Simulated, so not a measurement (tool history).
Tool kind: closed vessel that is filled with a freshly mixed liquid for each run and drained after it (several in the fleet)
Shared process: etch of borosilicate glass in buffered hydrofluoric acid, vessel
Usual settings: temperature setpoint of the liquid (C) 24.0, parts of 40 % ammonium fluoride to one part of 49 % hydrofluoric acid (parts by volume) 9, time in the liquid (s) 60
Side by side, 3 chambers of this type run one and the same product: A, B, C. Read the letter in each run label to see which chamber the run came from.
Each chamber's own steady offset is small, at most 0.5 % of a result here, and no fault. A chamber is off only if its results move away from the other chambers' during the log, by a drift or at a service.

run    day  temperature setpoint of the liquid (C)  parts of 40 % ammonium fluoride to one part of 49 % hydrofluoric acid (parts by volume)  time in the liquid (s)  hours since the thermometer was replaced  hours since the hydrofluoric acid flow meter was replaced  read-back film thickness of the borosilicate glass reference wafer, read on the same gauge (nm)  thickness taken off the borosilicate glass on a monitor wafer (Å)
 1C  0.150                                    24.0                                                                                        9                      60                                     639.0                                                      153.6                                                                                           109.99                                                             794.09
 2A  0.308                                    24.0                                                                                        9                      60                                    1550.3                                                      454.1                                                                                           109.97                                                             792.64
 3B  0.508                                    24.0                                                                                        9                      60                                     797.3                                                      240.6                                                                                           110.01                                                             797.52
 4A  0.671                                    24.0                                                                                        9                      60                                    1559.0                                                      462.8                                                                                           109.99                                                             789.43
 5B  0.846                                    24.0                                                                                        9                      60                                     805.4                                                      248.7                                                                                           109.99                                                             791.39
 6C  1.096                                    24.0                                                                                        9                      60                                     661.7                                                      176.3                                                                                           110.02                                                             796.62
 7C  1.296                                    24.0                                                                                        9                      60                                     666.5                                                      181.1                                                                                           110.01                                                             804.27
 8B  1.454                                    24.0                                                                                        9                      60                                     820.0                                                      263.3                                                                                           110.00                                                             797.03
 9A  1.629                                    24.0                                                                                        9                      60                                    1582.0                                                      485.8                                                                                           110.02                                                             796.51
10A  1.800                                    24.0                                                                                        9                      60                                    1586.1                                                      489.9                                                                                           110.03                                                             789.60
11C  1.946                                    24.0                                                                                        9                      60                                     682.1                                                      196.7                                                                                           109.99                                                             802.95
12B  2.242                                    24.0                                                                                        9                      60                                     838.9                                                      282.2                                                                                           109.99                                                             795.43
13C  2.433                                    26.5                                                                                        9                      60                                     693.8                                                      208.4                                                                                           109.99                                                             913.50
14A  2.700                                    26.5                                                                                        9                      60                                    1607.7                                                      511.5                                                                                           109.99                                                             897.87
15B  2.838                                    26.5                                                                                        9                      60                                     853.2                                                      296.5                                                                                           110.00                                                             905.20
16A  3.042                                    24.0                                                                                        9                      60                                    1615.9                                                      519.7                                                                                           110.01                                                             796.53
17C  3.225                                    24.0                                                                                        9                      60                                     712.8                                                      227.4                                                                                           110.01                                                             801.94
18B  3.388                                    24.0                                                                                        9                      60                                     866.4                                                      309.7                                                                                           110.00                                                             788.25
19C  3.671                                    24.0                                                                                        9                      60                                     723.5                                                      238.1                                                                                           109.99                                                             795.82
20B  3.850                                    24.0                                                                                        9                      60                                     877.5                                                      320.8                                                                                           109.99                                                             801.89
21A  4.121                                    24.0                                                                                        9                      60                                    1641.8                                                      545.6                                                                                           110.03                                                             780.60
22A  4.271                                    24.0                                                                                        9                      60                                    1645.4                                                      549.2                                                                                           109.99                                                             790.30
23B  4.479                                    24.0                                                                                        9                      60                                     892.6                                                      335.9                                                                                           110.00                                                             794.54
24C  4.729                                    24.0                                                                                        9                      60                                     748.9                                                      263.5                                                                                           109.97                                                             794.88
25A  5.008                                    24.0                                                                                        9                      60                                    1663.1                                                      566.9                                                                                           109.99                                                             779.02
26C  5.183                                    24.0                                                                                        9                      60                                     759.8                                                      274.4                                                                                           109.97                                                             800.22
27B  5.333                                    24.0                                                                                        9                      60                                     913.1                                                      356.4                                                                                           110.00                                                             791.54
28C  5.617                                    24.0                                                                                        9                      60                                     770.2                                                      284.8                                                                                           110.01                                                             798.64
29A  5.912                                    24.0                                                                                        9                      60                                    1684.8                                                      588.6                                                                                           109.98                                                             772.23
30B  6.171                                    24.0                                                                                        9                      60                                     933.2                                                      376.5                                                                                           110.00                                                             790.85
31B  6.454                                    28.5                                                                                       12                      60                                     940.0                                                      383.3                                                                                           109.98                                                             781.06
32A  6.608                                    28.5                                                                                       12                      60                                    1701.5                                                      605.3                                                                                           110.02                                                             749.58
33C  6.833                                    28.5                                                                                       12                      60                                     799.4                                                      314.0                                                                                           110.01                                                             792.32
34B  7.117                                    24.0                                                                                        9                      60                                     955.9                                                      399.2                                                                                           110.02                                                             797.30
35C  7.317                                    24.0                                                                                        9                      60                                     811.0                                                      325.6                                                                                           109.97                                                             800.87
36A  7.567                                    24.0                                                                                        9                      60                                    1724.5                                                      628.3                                                                                           110.02                                                             772.14
37B  7.850                                    24.0                                                                                        9                      60                                     973.5                                                      416.8                                                                                           110.00                                                             790.53

Which is it: a chamber that has drifted or been left off by a service, a gauge drift common to all chambers, or only each chamber's usual small offset? If a chamber is off, name it and its likeliest cause.

It is chamber A that slowly wanders off from its peers.
What lies behind it: hydrofluoric acid flow below the setpoint (%) = 5.44.
From this log alone, it may not be told apart from: liquid colder than its thermometer reads (K).

Below are 4 candidate recipes for chamber A's next run, each the usual settings with a change, their results shown as question marks. Which of them brings A's results back in line with what the other chambers give on the usual settings?
To be in line, a result may differ from the other chambers' mean on the usual settings by at most: thickness taken off the borosilicate glass on a monitor wafer (Å) 12.00
38A-1  8.067                                    23.5                                                                                      9.5                      60                                                                                                                                                                                                                                                                        ?
38A-2  8.067                                    24.5                                                                                      8.5                      60                                                                                                                                                                                                                                                                        ?
38A-3  8.067                                    24.0                                                                                      9.5                      60                                                                                                                                                                                                                                                                        ?
38A-4  8.067                                    24.0                                                                                      8.5                      60                                                                                                                                                                                                                                                                        ?

Mean of the other chambers on the usual settings: thickness taken off the borosilicate glass on a monitor wafer (Å) 795.85
  run  thickness taken off the borosilicate glass on a monitor wafer (Å)
38A-1                                                             719.47
38A-2                                                             818.46
38A-3                                                             738.99
38A-4                                                             796.93
Change 38A-4 lands the chamber within the allowed miss of the other chambers.
